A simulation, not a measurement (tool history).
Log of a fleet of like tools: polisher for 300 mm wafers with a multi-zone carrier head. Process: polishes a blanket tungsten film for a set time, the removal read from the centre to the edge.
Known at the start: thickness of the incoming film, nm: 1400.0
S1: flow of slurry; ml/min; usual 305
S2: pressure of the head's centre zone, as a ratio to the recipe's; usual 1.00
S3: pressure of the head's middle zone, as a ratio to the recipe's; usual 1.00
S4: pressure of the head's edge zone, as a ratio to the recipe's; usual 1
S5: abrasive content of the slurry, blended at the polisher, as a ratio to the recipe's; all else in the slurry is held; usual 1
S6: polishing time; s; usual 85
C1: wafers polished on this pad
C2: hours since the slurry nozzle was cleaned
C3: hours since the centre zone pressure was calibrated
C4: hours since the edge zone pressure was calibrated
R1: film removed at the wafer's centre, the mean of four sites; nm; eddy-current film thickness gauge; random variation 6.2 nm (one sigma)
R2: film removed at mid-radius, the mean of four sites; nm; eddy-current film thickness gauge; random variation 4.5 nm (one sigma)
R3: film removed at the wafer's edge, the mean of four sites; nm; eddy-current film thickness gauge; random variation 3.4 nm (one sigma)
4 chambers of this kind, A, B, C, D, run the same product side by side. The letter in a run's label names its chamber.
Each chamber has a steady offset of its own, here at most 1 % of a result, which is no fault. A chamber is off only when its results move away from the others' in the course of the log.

run 1A hour=6.8 | S1=305 S2=1.00 S3=1.00 S4=1 S5=1 S6=85 | C1=91 C2=267.8 C3=523.6 C4=230.4 | R1=539.23 R2=538.04 R3=536.95
run 2D hour=18.7 | S1=305 S2=1.00 S3=1.00 S4=1 S5=1 S6=85 | C1=466 C2=222.5 C3=922.7 C4=23.6 | R1=534.02 R2=534.98 R3=536.78
run 3C hour=24.7 | S1=305 S2=1.00 S3=1.00 S4=1 S5=1 S6=85 | C1=658 C2=175.1 C3=437.3 C4=186.1 | R1=526.24 R2=535.36 R3=525.94
run 4B hour=30.6 | S1=305 S2=1.00 S3=1.00 S4=1 S5=1 S6=85 | C1=326 C2=185.5 C3=96.6 C4=783.5 | R1=528.00 R2=528.79 R3=535.22
run 5C hour=39.4 | S1=305 S2=1.00 S3=1.00 S4=1 S5=1 S6=85 | C1=763 C2=189.8 C3=452.0 C4=200.8 | R1=542.80 R2=533.64 R3=533.18
-- hour=41.8 chamber C: worn pad replaced by a new one
run 6B hour=49.4 | S1=305 S2=1.00 S3=0.93 S4=1 S5=1 S6=98 | C1=460 C2=204.3 C3=115.4 C4=802.3 | R1=599.76 R2=571.54 R3=613.42
run 7D hour=58.0 | S1=305 S2=1.00 S3=0.93 S4=1 S5=1 S6=98 | C1=745 C2=261.8 C3=962.0 C4=62.9 | R1=608.38 R2=574.58 R3=617.14
-- hour=58.6 chamber B: slurry nozzle cleaned
run 8A hour=67.9 | S1=305 S2=1.00 S3=0.93 S4=1 S5=1 S6=98 | C1=525 C2=328.9 C3=584.7 C4=291.5 | R1=611.43 R2=580.32 R3=610.42
run 9C hour=77.3 | S1=305 S2=1.00 S3=0.93 S4=1 S5=1 S6=98 | C1=252 C2=227.7 C3=489.9 C4=238.7 | R1=620.19 R2=582.22 R3=607.98
run 10D hour=86.8 | S1=305 S2=1.00 S3=1.00 S4=1 S5=1 S6=85 | C1=950 C2=290.6 C3=990.8 C4=91.7 | R1=534.20 R2=531.67 R3=536.15
run 11B hour=98.6 | S1=305 S2=1.00 S3=1.00 S4=1 S5=1 S6=85 | C1=809 C2=40.0 C3=164.6 C4=851.5 | R1=540.29 R2=540.23 R3=533.79
-- hour=98.7 chamber D: worn pad replaced by a new one
-- hour=101.4 chamber B: edge zone pressure recalibrated
-- hour=102.0 chamber A: centre zone pressure recalibrated
-- hour=106.6 chamber B: worn pad replaced by a new one
run 12A hour=110.0 | S1=305 S2=1.00 S3=1.00 S4=1 S5=1 S6=85 | C1=824 C2=371.0 C3=8.0 C4=333.6 | R1=535.18 R2=539.59 R3=537.81
-- hour=115.9 chamber A: slurry nozzle cleaned
run 13A hour=120.4 | S1=305 S2=1.00 S3=1.09 S4=1 S5=1 S6=85 | C1=898 C2=4.6 C3=18.4 C4=344.0 | R1=535.02 R2=577.29 R3=533.75
run 14B hour=130.5 | S1=305 S2=1.00 S3=1.09 S4=1 S5=1 S6=85 | C1=170 C2=71.9 C3=196.5 C4=29.2 | R1=529.72 R2=570.25 R3=533.20
run 15C hour=136.8 | S1=305 S2=1.00 S3=1.09 S4=1 S5=1 S6=85 | C1=675 C2=287.2 C3=549.4 C4=298.2 | R1=543.23 R2=577.33 R3=528.53
-- hour=143.4 chamber C: worn pad replaced by a new one
-- hour=144.7 chamber A: worn pad replaced by a new one
run 16D hour=145.8 | S1=305 S2=1.00 S3=1.09 S4=1 S5=1 S6=85 | C1=335 C2=349.6 C3=1049.8 C4=150.7 | R1=542.04 R2=578.41 R3=538.89
run 17A hour=158.3 | S1=305 S2=1.00 S3=1.00 S4=1 S5=1 S6=85 | C1=96 C2=42.5 C3=56.3 C4=381.9 | R1=540.35 R2=532.86 R3=532.52
run 18B hour=168.4 | S1=305 S2=1.00 S3=1.00 S4=1 S5=1 S6=85 | C1=439 C2=109.8 C3=234.4 C4=67.1 | R1=544.44 R2=534.48 R3=534.01
run 19C hour=174.6 | S1=305 S2=1.00 S3=1.00 S4=1 S5=1 S6=85 | C1=222 C2=325.0 C3=587.2 C4=336.0 | R1=544.84 R2=536.80 R3=526.66
run 20D hour=180.9 | S1=305 S2=1.00 S3=1.00 S4=1 S5=1 S6=85 | C1=584 C2=384.7 C3=1084.9 C4=185.8 | R1=532.51 R2=535.03 R3=537.09
run 21A hour=187.8 | S1=305 S2=1.00 S3=1.00 S4=1 S5=1 S6=85 | C1=306 C2=72.0 C3=85.8 C4=411.4 | R1=537.92 R2=538.68 R3=534.06
run 22C hour=195.5 | S1=305 S2=1.00 S3=1.00 S4=1 S5=1 S6=85 | C1=370 C2=345.9 C3=608.1 C4=356.9 | R1=523.28 R2=540.86 R3=530.28
run 23D hour=207.6 | S1=305 S2=0.92 S3=1.00 S4=1 S5=1 S6=98 | C1=774 C2=411.4 C3=1111.6 C4=212.5 | R1=558.47 R2=607.86 R3=617.23
-- hour=209.9 chamber B: worn pad replaced by a new one
run 24B hour=217.9 | S1=305 S2=0.92 S3=1.00 S4=1 S5=1 S6=98 | C1=57 C2=159.3 C3=283.9 C4=116.6 | R1=559.46 R2=618.55 R3=615.56
run 25C hour=228.7 | S1=305 S2=0.92 S3=1.00 S4=1 S5=1 S6=98 | C1=606 C2=379.1 C3=641.3 C4=390.1 | R1=562.12 R2=609.80 R3=611.26
-- hour=236.5 chamber A: edge zone pressure recalibrated
-- hour=239.5 chamber D: worn pad replaced by a new one
run 26B hour=240.1 | S1=305 S2=0.92 S3=1.00 S4=1 S5=1 S6=98 | C1=215 C2=181.5 C3=306.1 C4=138.8 | R1=553.32 R2=605.80 R3=618.00
-- hour=247.0 chamber B: slurry nozzle cleaned
run 27A hour=249.5 | S1=305 S2=1.00 S3=1.00 S4=1 S5=1 S6=85 | C1=744 C2=133.7 C3=147.5 C4=13.1 | R1=536.41 R2=532.61 R3=533.16
-- hour=256.2 chamber C: worn pad replaced by a new one
run 28D hour=257.2 | S1=305 S2=1.00 S3=1.00 S4=1 S5=1 S6=85 | C1=126 C2=461.0 C3=1161.2 C4=262.1 | R1=533.25 R2=535.96 R3=539.65
run 29A hour=265.9 | S1=305 S2=1.00 S3=1.00 S4=1 S5=1 S6=85 | C1=861 C2=150.1 C3=163.9 C4=29.5 | R1=522.85 R2=541.65 R3=532.40
run 30C hour=277.4 | S1=305 S2=1.00 S3=1.00 S4=1 S5=1 S6=85 | C1=151 C2=427.8 C3=690.0 C4=438.8 | R1=536.29 R2=538.76 R3=532.01
-- hour=283.3 chamber A: worn pad replaced by a new one
run 31D hour=287.8 | S1=305 S2=1.00 S3=1.00 S4=1 S5=1 S6=85 | C1=343 C2=491.6 C3=1191.8 C4=292.7 | R1=528.87 R2=533.09 R3=532.68
run 32B hour=300.2 | S1=305 S2=1.00 S3=1.00 S4=1 S5=1 S6=85 | C1=642 C2=53.3 C3=366.2 C4=198.9 | R1=535.60 R2=533.27 R3=538.95
run 33C hour=313.0 | S1=305 S2=1.00 S3=1.00 S4=1 S5=1 S6=85 | C1=404 C2=463.4 C3=725.6 C4=474.4 | R1=542.89 R2=532.33 R3=531.28
run 34B hour=319.2 | S1=305 S2=1.00 S3=1.00 S4=1 S5=1 S6=85 | C1=777 C2=72.3 C3=385.2 C4=217.9 | R1=518.54 R2=541.01 R3=530.95
-- hour=322.6 chamber C: slurry nozzle cleaned
-- hour=325.8 chamber B: worn pad replaced by a new one
run 35D hour=331.6 | S1=305 S2=1.00 S3=1.00 S4=1 S5=1 S6=85 | C1=654 C2=535.4 C3=1235.6 C4=336.5 | R1=526.27 R2=535.00 R3=541.02
run 36A hour=339.9 | S1=305 S2=1.00 S3=1.00 S4=1 S5=1 S6=85 | C1=402 C2=224.1 C3=237.9 C4=103.5 | R1=543.52 R2=539.90 R3=537.38
run 37C hour=347.5 | S1=305 S2=1.00 S3=1.00 S4=1 S5=1 S6=85 | C1=649 C2=25.0 C3=760.1 C4=508.9 | R1=534.84 R2=529.40 R3=530.54
run 38B hour=354.1 | S1=305 S2=1.00 S3=1.00 S4=1 S5=1 S6=85 | C1=201 C2=107.2 C3=420.1 C4=252.8 | R1=527.32 R2=526.94 R3=533.21
run 39D hour=363.3 | S1=305 S2=1.00 S3=1.00 S4=1 S5=1 S6=85 | C1=879 C2=567.1 C3=1267.3 C4=368.2 | R1=528.79 R2=540.20 R3=535.70

What goes on in this fleet: one chamber off, a drifting gauge, or nothing beyond the chambers' own small offsets? Name the chamber and the cause, if any.

No chamber stands off beyond its own small offset, and the gauge holds steady.
